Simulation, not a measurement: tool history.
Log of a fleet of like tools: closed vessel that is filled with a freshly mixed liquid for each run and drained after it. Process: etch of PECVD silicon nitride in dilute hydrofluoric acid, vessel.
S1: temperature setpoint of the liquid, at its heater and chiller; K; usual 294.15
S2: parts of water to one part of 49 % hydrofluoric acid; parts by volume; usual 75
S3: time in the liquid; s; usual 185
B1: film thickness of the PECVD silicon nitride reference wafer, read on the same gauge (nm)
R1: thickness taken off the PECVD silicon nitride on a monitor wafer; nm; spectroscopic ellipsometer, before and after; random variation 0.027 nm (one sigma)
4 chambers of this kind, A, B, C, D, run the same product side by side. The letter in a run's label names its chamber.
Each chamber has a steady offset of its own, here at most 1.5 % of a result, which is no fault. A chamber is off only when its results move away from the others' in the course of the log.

run,day,S1,S2,S3,B1,R1
1D,0.467,294.15,75,185,140.03,5.2628
2A,0.879,294.15,75,185,139.98,5.1917
3B,1.267,294.15,75,185,140.02,5.1459
4C,1.783,294.15,75,185,140.02,5.2553
5A,2.321,294.15,75,185,140.04,5.2206
6D,2.788,294.15,75,185,140.00,5.2618
7C,3.158,294.15,75,185,140.01,5.2484
# day 3.500: chamber A: thermometer replaced
8B,3.667,294.15,75,185,140.01,5.1794
9C,4.117,294.15,75,185,139.99,5.2607
10A,4.525,294.15,75,185,140.01,5.2046
11B,4.892,294.15,90,95,140.00,2.2240
12D,5.142,294.15,90,95,140.01,2.2542
13A,5.638,294.15,90,95,140.04,2.2137
14B,6.088,294.15,90,95,140.00,2.2165
15C,6.504,294.15,75,185,140.00,5.2474
16D,6.746,294.15,75,185,140.01,5.2182
17D,7.146,294.15,75,185,139.99,5.3144
18C,7.442,294.15,75,185,139.99,5.2645
19B,7.829,294.15,75,185,140.00,5.1898
20A,8.338,294.15,75,185,140.04,5.2403
21A,8.725,294.15,75,185,140.00,5.1995
22D,9.121,294.15,75,185,140.01,5.2791
23B,9.617,294.15,75,185,140.00,5.1565
24C,10.138,294.15,75,185,140.01,5.2537
25D,10.588,294.15,75,185,140.03,5.2779
26B,11.092,294.15,75,185,140.02,5.1743
27C,11.338,294.15,75,185,140.04,5.2246
28A,11.650,297.15,75,185,140.00,6.3923

Next, every chamber runs the same settings. What will each give?
29A,12.038,294.15,75,185,,?
29B,12.038,294.15,75,185,,?
29C,12.038,294.15,75,185,,?
29D,12.038,294.15,75,185,,?

run,R1
29A,5.1655
29B,5.1630
29C,5.2770
29D,5.2594
